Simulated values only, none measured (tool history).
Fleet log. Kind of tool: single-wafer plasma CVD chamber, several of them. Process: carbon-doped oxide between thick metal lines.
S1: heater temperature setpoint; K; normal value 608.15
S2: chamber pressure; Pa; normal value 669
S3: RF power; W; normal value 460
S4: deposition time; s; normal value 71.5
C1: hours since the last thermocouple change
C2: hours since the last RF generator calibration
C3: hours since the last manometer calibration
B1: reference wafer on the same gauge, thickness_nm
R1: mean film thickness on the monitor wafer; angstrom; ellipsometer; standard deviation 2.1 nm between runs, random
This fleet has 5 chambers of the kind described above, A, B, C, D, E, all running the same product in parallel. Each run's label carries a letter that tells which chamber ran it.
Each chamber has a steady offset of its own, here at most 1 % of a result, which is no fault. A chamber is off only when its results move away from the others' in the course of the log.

{"run": "1D", "hour": 9.4, "S1": 608.15, "S2": 669, "S3": 460, "S4": 71.5, "C1": 2074.9, "C2": 372.3, "C3": 1690.6, "B1": 329.11, "R1": 3563.2}
{"run": "2B", "hour": 18.2, "S1": 608.15, "S2": 669, "S3": 460, "S4": 71.5, "C1": 566.0, "C2": 274.2, "C3": 284.9, "B1": 328.98, "R1": 3560.6}
{"run": "3C", "hour": 31.2, "S1": 608.15, "S2": 669, "S3": 460, "S4": 71.5, "C1": 599.2, "C2": 1255.5, "C3": 245.7, "B1": 328.91, "R1": 3602.9}
{"run": "4A", "hour": 42.4, "S1": 608.15, "S2": 669, "S3": 460, "S4": 71.5, "C1": 311.1, "C2": 80.9, "C3": 1452.2, "B1": 328.54, "R1": 3628.4}
{"run": "5E", "hour": 52.1, "S1": 608.15, "S2": 669, "S3": 460, "S4": 71.5, "C1": 1168.4, "C2": 473.2, "C3": 65.5, "B1": 329.02, "R1": 3580.4}
{"run": "6C", "hour": 65.1, "S1": 608.15, "S2": 669, "S3": 460, "S4": 71.5, "C1": 633.1, "C2": 1289.4, "C3": 279.6, "B1": 328.25, "R1": 3584.4}
{"hour": 65.6, "done": "chamber C: RF generator calibrated"}
{"run": "7B", "hour": 74.7, "S1": 608.15, "S2": 669, "S3": 460, "S4": 71.5, "C1": 622.5, "C2": 330.7, "C3": 341.4, "B1": 329.44, "R1": 3567.3}
{"run": "8D", "hour": 83.3, "S1": 601.15, "S2": 669, "S3": 370, "S4": 71.5, "C1": 2148.8, "C2": 446.2, "C3": 1764.5, "B1": 328.83, "R1": 3074.8}
{"run": "9A", "hour": 97.0, "S1": 601.15, "S2": 669, "S3": 370, "S4": 71.5, "C1": 365.7, "C2": 135.5, "C3": 1506.8, "B1": 329.23, "R1": 3123.8}
{"run": "10E", "hour": 106.9, "S1": 601.15, "S2": 669, "S3": 370, "S4": 71.5, "C1": 1223.2, "C2": 528.0, "C3": 120.3, "B1": 328.67, "R1": 3072.0}
{"run": "11C", "hour": 121.1, "S1": 601.15, "S2": 669, "S3": 370, "S4": 71.5, "C1": 689.1, "C2": 55.5, "C3": 335.6, "B1": 328.68, "R1": 3128.5}
{"run": "12B", "hour": 132.4, "S1": 601.15, "S2": 669, "S3": 370, "S4": 71.5, "C1": 680.2, "C2": 388.4, "C3": 399.1, "B1": 328.59, "R1": 3124.4}
{"run": "13D", "hour": 145.2, "S1": 608.15, "S2": 669, "S3": 460, "S4": 71.5, "C1": 2210.7, "C2": 508.1, "C3": 1826.4, "B1": 329.24, "R1": 3498.5}
{"run": "14A", "hour": 154.6, "S1": 608.15, "S2": 669, "S3": 460, "S4": 71.5, "C1": 423.3, "C2": 193.1, "C3": 1564.4, "B1": 329.24, "R1": 3590.1}
{"run": "15E", "hour": 170.3, "S1": 608.15, "S2": 669, "S3": 460, "S4": 71.5, "C1": 1286.6, "C2": 591.4, "C3": 183.7, "B1": 329.16, "R1": 3582.2}
{"run": "16E", "hour": 179.7, "S1": 608.15, "S2": 669, "S3": 460, "S4": 71.5, "C1": 1296.0, "C2": 600.8, "C3": 193.1, "B1": 328.77, "R1": 3593.6}
{"run": "17D", "hour": 191.4, "S1": 608.15, "S2": 669, "S3": 460, "S4": 71.5, "C1": 2256.9, "C2": 554.3, "C3": 1872.6, "B1": 328.59, "R1": 3480.3}
{"run": "18A", "hour": 207.0, "S1": 608.15, "S2": 669, "S3": 460, "S4": 71.5, "C1": 475.7, "C2": 245.5, "C3": 1616.8, "B1": 329.3, "R1": 3600.5}
{"run": "19C", "hour": 219.2, "S1": 608.15, "S2": 669, "S3": 460, "S4": 71.5, "C1": 787.2, "C2": 153.6, "C3": 433.7, "B1": 328.83, "R1": 3562.7}
{"run": "20B", "hour": 231.1, "S1": 608.15, "S2": 669, "S3": 460, "S4": 71.5, "C1": 778.9, "C2": 487.1, "C3": 497.8, "B1": 329.12, "R1": 3595.9}
{"run": "21D", "hour": 239.3, "S1": 608.15, "S2": 669, "S3": 460, "S4": 71.5, "C1": 2304.8, "C2": 602.2, "C3": 1920.5, "B1": 328.91, "R1": 3440.5}
{"run": "22C", "hour": 250.1, "S1": 608.15, "S2": 811, "S3": 460, "S4": 71.5, "C1": 818.1, "C2": 184.5, "C3": 464.6, "B1": 329.06, "R1": 3681.6}
{"run": "23A", "hour": 258.9, "S1": 608.15, "S2": 811, "S3": 460, "S4": 71.5, "C1": 527.6, "C2": 297.4, "C3": 1668.7, "B1": 328.43, "R1": 3671.0}
{"run": "24B", "hour": 270.9, "S1": 608.15, "S2": 811, "S3": 460, "S4": 71.5, "C1": 818.7, "C2": 526.9, "C3": 537.6, "B1": 329.31, "R1": 3618.0}
{"run": "25E", "hour": 279.1, "S1": 608.15, "S2": 811, "S3": 460, "S4": 71.5, "C1": 1395.4, "C2": 700.2, "C3": 292.5, "B1": 329.29, "R1": 3649.6}
{"run": "26E", "hour": 292.2, "S1": 608.15, "S2": 811, "S3": 460, "S4": 71.5, "C1": 1408.5, "C2": 713.3, "C3": 305.6, "B1": 328.94, "R1": 3669.1}
{"hour": 292.6, "done": "chamber E: thermocouple changed; heater temperature recalibrated"}
{"run": "27C", "hour": 302.4, "S1": 608.15, "S2": 669, "S3": 460, "S4": 71.5, "C1": 870.4, "C2": 236.8, "C3": 516.9, "B1": 328.34, "R1": 3581.3}
{"run": "28A", "hour": 314.2, "S1": 608.15, "S2": 669, "S3": 460, "S4": 71.5, "C1": 582.9, "C2": 352.7, "C3": 1724.0, "B1": 329.48, "R1": 3577.4}
{"hour": 324.6, "done": "chamber A: capacitance manometer re-zeroed and calibrated"}
{"run": "29B", "hour": 325.1, "S1": 608.15, "S2": 669, "S3": 460, "S4": 71.5, "C1": 872.9, "C2": 581.1, "C3": 591.8, "B1": 328.8, "R1": 3554.4}
{"run": "30D", "hour": 339.0, "S1": 608.15, "S2": 669, "S3": 460, "S4": 71.5, "C1": 2404.5, "C2": 701.9, "C3": 2020.2, "B1": 329.48, "R1": 3392.8}
{"run": "31A", "hour": 347.2, "S1": 608.15, "S2": 571, "S3": 460, "S4": 62.5, "C1": 615.9, "C2": 385.7, "C3": 22.6, "B1": 329.38, "R1": 3087.7}
{"run": "32E", "hour": 359.5, "S1": 608.15, "S2": 571, "S3": 460, "S4": 62.5, "C1": 66.9, "C2": 780.6, "C3": 372.9, "B1": 328.88, "R1": 3067.1}
{"run": "33C", "hour": 374.6, "S1": 608.15, "S2": 571, "S3": 460, "S4": 62.5, "C1": 942.6, "C2": 309.0, "C3": 589.1, "B1": 328.71, "R1": 3091.1}
{"run": "34B", "hour": 387.7, "S1": 608.15, "S2": 571, "S3": 460, "S4": 62.5, "C1": 935.5, "C2": 643.7, "C3": 654.4, "B1": 329.14, "R1": 3041.4}
{"run": "35D", "hour": 401.3, "S1": 608.15, "S2": 571, "S3": 460, "S4": 62.5, "C1": 2466.8, "C2": 764.2, "C3": 2082.5, "B1": 329.3, "R1": 2929.4}
{"run": "36A", "hour": 411.6, "S1": 608.15, "S2": 669, "S3": 460, "S4": 71.5, "C1": 680.3, "C2": 450.1, "C3": 87.0, "B1": 328.88, "R1": 3603.6}
{"run": "37E", "hour": 425.2, "S1": 608.15, "S2": 669, "S3": 460, "S4": 71.5, "C1": 132.6, "C2": 846.3, "C3": 438.6, "B1": 328.98, "R1": 3527.0}
{"run": "38C", "hour": 433.7, "S1": 608.15, "S2": 669, "S3": 460, "S4": 71.5, "C1": 1001.7, "C2": 368.1, "C3": 648.2, "B1": 328.7, "R1": 3588.3}

One chamber off, gauge drift, or nothing amiss beyond the chambers' own small offsets? If it is a chamber, which one, and what is the likeliest cause?

It is chamber D that slowly wanders off from its peers.
Cause: delivered RF power below the setpoint (%) = 7.72.

Here are 4 candidates for chamber D's next run, each the usual settings with a change, their results left as question marks. Which one brings its results back in line with what the others give on the usual settings?
In-line tolerance around the mean of the other chambers on the usual settings: R1 74.0 angstrom
{"run": "39D-1", "hour": 445.4, "S1": 609.15, "S2": 663, "S3": 445, "S4": 68.7, "R1": "?"}
{"run": "39D-2", "hour": 445.4, "S1": 596.15, "S2": 785, "S3": 460, "S4": 71.5, "R1": "?"}
{"run": "39D-3", "hour": 445.4, "S1": 608.15, "S2": 673, "S3": 460, "S4": 73.2, "R1": "?"}
{"run": "39D-4", "hour": 445.4, "S1": 617.15, "S2": 669, "S3": 460, "S4": 71.5, "R1": "?"}

What the other chambers average on the usual settings: R1 3580.6 angstrom
run=39D-1 R1=3132.3
run=39D-2 R1=3565.1
run=39D-3 R1=3435.3
run=39D-4 R1=3267.9
39D-2 brings the chamber back in line.

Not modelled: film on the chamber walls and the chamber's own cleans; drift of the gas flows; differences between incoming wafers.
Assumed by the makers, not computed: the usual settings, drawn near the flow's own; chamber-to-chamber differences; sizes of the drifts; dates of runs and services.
